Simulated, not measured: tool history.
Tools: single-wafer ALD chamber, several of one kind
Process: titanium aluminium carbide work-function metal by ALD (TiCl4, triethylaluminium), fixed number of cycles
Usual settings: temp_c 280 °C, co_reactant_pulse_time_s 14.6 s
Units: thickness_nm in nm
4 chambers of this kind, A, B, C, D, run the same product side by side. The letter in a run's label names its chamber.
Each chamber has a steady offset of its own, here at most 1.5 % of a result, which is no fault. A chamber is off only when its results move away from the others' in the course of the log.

run	day	temp_c	co_reactant_pulse_time_s	hours since the last thermocouple change	hours since the last triethylaluminium bottle change	read-back reference wafer on the same gauge, thickness_nm	thickness_nm
1C	0.212	280	14.6	1160.4	688.8	1.5001	1.8486
2A	0.375	280	14.6	969.4	149.5	1.5	1.8746
3D	0.65	280	14.6	399.5	316.4	1.4989	1.8711
4B	0.942	280	14.6	284.5	419.8	1.4992	1.8746
5A	1.288	280	14.6	991.3	171.4	1.4981	1.8696
6D	1.558	280	12.65	421.3	338.2	1.4983	1.8569
7B	1.729	280	12.65	303.4	438.7	1.4984	1.8615
8C	1.921	280	12.65	1201.4	729.8	1.4984	1.8366
9C	2.138	280	12.65	1206.6	735	1.4979	1.8386
# day 2.233: chamber B: triethylaluminium bottle replaced
10D	2.429	280	14.6	442.2	359.1	1.4974	1.8638
11B	2.742	280	14.6	327.7	12.2	1.4973	1.8648
12A	2.896	269	12.18	1029.9	210	1.498	1.7567
13B	3.2	269	12.18	338.7	23.2	1.4974	1.7581
14A	3.542	269	12.18	1045.4	225.5	1.4967	1.7547
15C	3.712	269	12.18	1244.4	772.8	1.497	1.7425
16D	4.004	280	14.6	480	396.9	1.4961	1.8616
17A	4.208	280	14.6	1061.4	241.5	1.4965	1.8652
18D	4.458	280	14.6	490.9	407.8	1.4961	1.8665
# day 4.571: chamber C: triethylaluminium bottle replaced
19C	4.721	280	14.6	1268.6	3.6	1.4952	1.8478
20B	5.004	280	14.6	382	66.5	1.4956	1.8685
21D	5.212	280	14.6	509	425.9	1.4952	1.8619
22A	5.446	280	11.72	1091.1	271.2	1.4949	1.8431
23B	5.754	280	11.72	400	84.5	1.4955	1.841
24C	5.988	280	11.72	1299	34	1.4947	1.8212
25A	6.171	280	11.72	1108.5	288.6	1.4946	1.8408
26D	6.404	280	14.6	537.6	454.5	1.4941	1.8648
27C	6.654	280	14.6	1315	50	1.4939	1.8436
28B	6.862	280	14.6	426.6	111.1	1.4937	1.865
29B	7.083	280	14.6	431.9	116.4	1.4935	1.869
30A	7.246	280	14.6	1134.3	314.4	1.4935	1.8644
31D	7.533	280	14.6	564.7	481.6	1.493	1.8623
32C	7.825	280	14.6	1343.1	78.1	1.4929	1.8444
33D	8.171	280	14.6	580	496.9	1.4932	1.8573
34C	8.517	280	14.6	1359.7	94.7	1.492	1.8431
35A	8.829	280	14.6	1172.3	352.4	1.4921	1.8633
36B	9.012	280	14.6	478.2	162.7	1.4919	1.861
37C	9.25	280	14.6	1377.3	112.3	1.492	1.8415
38D	9.408	280	14.6	609.7	526.6	1.4915	1.8661
39B	9.612	280	14.6	492.6	177.1	1.4912	1.8679
40A	9.783	280	14.6	1195.2	375.3	1.4915	1.857
41D	10.004	280	14.6	624	540.9	1.4917	1.8588
42C	10.233	280	14.6	1400.9	135.9	1.4909	1.8413

Next, every chamber runs the same settings. What will each give?
43A	10.488	280	14.6				?
43B	10.488	280	14.6				?
43C	10.488	280	14.6				?
43D	10.488	280	14.6				?

run	thickness_nm
43A	1.8585
43B	1.8685
43C	1.8403
43D	1.8581

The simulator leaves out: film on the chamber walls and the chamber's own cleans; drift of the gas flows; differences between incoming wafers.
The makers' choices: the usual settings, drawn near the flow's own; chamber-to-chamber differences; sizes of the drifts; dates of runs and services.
